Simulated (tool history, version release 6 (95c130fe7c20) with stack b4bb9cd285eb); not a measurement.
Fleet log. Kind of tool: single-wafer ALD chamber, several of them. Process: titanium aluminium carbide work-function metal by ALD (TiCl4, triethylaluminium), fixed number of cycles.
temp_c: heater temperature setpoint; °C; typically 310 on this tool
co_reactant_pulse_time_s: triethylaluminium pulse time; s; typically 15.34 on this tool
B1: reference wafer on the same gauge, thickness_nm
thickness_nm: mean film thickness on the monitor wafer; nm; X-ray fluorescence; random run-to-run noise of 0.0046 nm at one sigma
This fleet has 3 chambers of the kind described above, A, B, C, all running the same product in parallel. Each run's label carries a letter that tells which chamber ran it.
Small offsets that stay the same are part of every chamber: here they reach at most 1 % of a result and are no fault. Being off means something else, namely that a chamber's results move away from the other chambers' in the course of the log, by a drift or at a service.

{"run": "1C", "hour": 7.8, "temp_c": 310, "co_reactant_pulse_time_s": 15.34, "B1": 1.86, "thickness_nm": 2.138}
{"run": "2B", "hour": 18.3, "temp_c": 310, "co_reactant_pulse_time_s": 15.34, "B1": 1.8599, "thickness_nm": 2.1536}
{"run": "3A", "hour": 28.5, "temp_c": 310, "co_reactant_pulse_time_s": 15.34, "B1": 1.8604, "thickness_nm": 2.1509}
{"run": "4A", "hour": 38.8, "temp_c": 310, "co_reactant_pulse_time_s": 15.34, "B1": 1.8593, "thickness_nm": 2.1387}
{"run": "5B", "hour": 45.1, "temp_c": 310, "co_reactant_pulse_time_s": 15.34, "B1": 1.8599, "thickness_nm": 2.1609}
{"run": "6C", "hour": 53.3, "temp_c": 310, "co_reactant_pulse_time_s": 19.5, "B1": 1.8618, "thickness_nm": 2.148}
{"run": "7A", "hour": 58.3, "temp_c": 310, "co_reactant_pulse_time_s": 19.5, "B1": 1.8612, "thickness_nm": 2.159}
{"run": "8B", "hour": 65.3, "temp_c": 310, "co_reactant_pulse_time_s": 19.5, "B1": 1.8592, "thickness_nm": 2.1653}
{"hour": 71.9, "done": "chamber C: thermocouple changed; heater temperature recalibrated"}
{"run": "9C", "hour": 71.9, "temp_c": 310, "co_reactant_pulse_time_s": 15.34, "B1": 1.86, "thickness_nm": 2.0977}
{"run": "10C", "hour": 81.3, "temp_c": 310, "co_reactant_pulse_time_s": 15.34, "B1": 1.8611, "thickness_nm": 2.0949}
{"hour": 83.2, "done": "chamber C: triethylaluminium bottle replaced"}
{"run": "11B", "hour": 91.7, "temp_c": 303, "co_reactant_pulse_time_s": 15.34, "B1": 1.8605, "thickness_nm": 2.0943}
{"run": "12A", "hour": 102.6, "temp_c": 303, "co_reactant_pulse_time_s": 15.34, "B1": 1.8597, "thickness_nm": 2.0803}
{"run": "13B", "hour": 107.7, "temp_c": 303, "co_reactant_pulse_time_s": 15.34, "B1": 1.8611, "thickness_nm": 2.0875}
{"run": "14A", "hour": 116.3, "temp_c": 310, "co_reactant_pulse_time_s": 15.34, "B1": 1.8594, "thickness_nm": 2.1502}
{"run": "15C", "hour": 125.5, "temp_c": 310, "co_reactant_pulse_time_s": 15.34, "B1": 1.8603, "thickness_nm": 2.0948}
{"run": "16A", "hour": 133.4, "temp_c": 310, "co_reactant_pulse_time_s": 15.34, "B1": 1.8593, "thickness_nm": 2.1476}
{"run": "17C", "hour": 143.8, "temp_c": 310, "co_reactant_pulse_time_s": 15.34, "B1": 1.8606, "thickness_nm": 2.0905}
{"run": "18B", "hour": 153.5, "temp_c": 310, "co_reactant_pulse_time_s": 15.34, "B1": 1.8609, "thickness_nm": 2.1646}
{"run": "19B", "hour": 162.5, "temp_c": 310, "co_reactant_pulse_time_s": 15.34, "B1": 1.8605, "thickness_nm": 2.1501}
{"run": "20C", "hour": 167.3, "temp_c": 310, "co_reactant_pulse_time_s": 15.34, "B1": 1.86, "thickness_nm": 2.0995}
{"run": "21A", "hour": 172.0, "temp_c": 310, "co_reactant_pulse_time_s": 15.34, "B1": 1.86, "thickness_nm": 2.1462}

Predict what each chamber gives when all 3 of them run the settings below next.
{"run": "22A", "hour": 179.8, "temp_c": 310, "co_reactant_pulse_time_s": 10.3, "thickness_nm": "?"}
{"run": "22B", "hour": 179.8, "temp_c": 310, "co_reactant_pulse_time_s": 10.3, "thickness_nm": "?"}
{"run": "22C", "hour": 179.8, "temp_c": 310, "co_reactant_pulse_time_s": 10.3, "thickness_nm": "?"}

run=22A thickness_nm=2.0866
run=22B thickness_nm=2.1027
run=22C thickness_nm=2.049

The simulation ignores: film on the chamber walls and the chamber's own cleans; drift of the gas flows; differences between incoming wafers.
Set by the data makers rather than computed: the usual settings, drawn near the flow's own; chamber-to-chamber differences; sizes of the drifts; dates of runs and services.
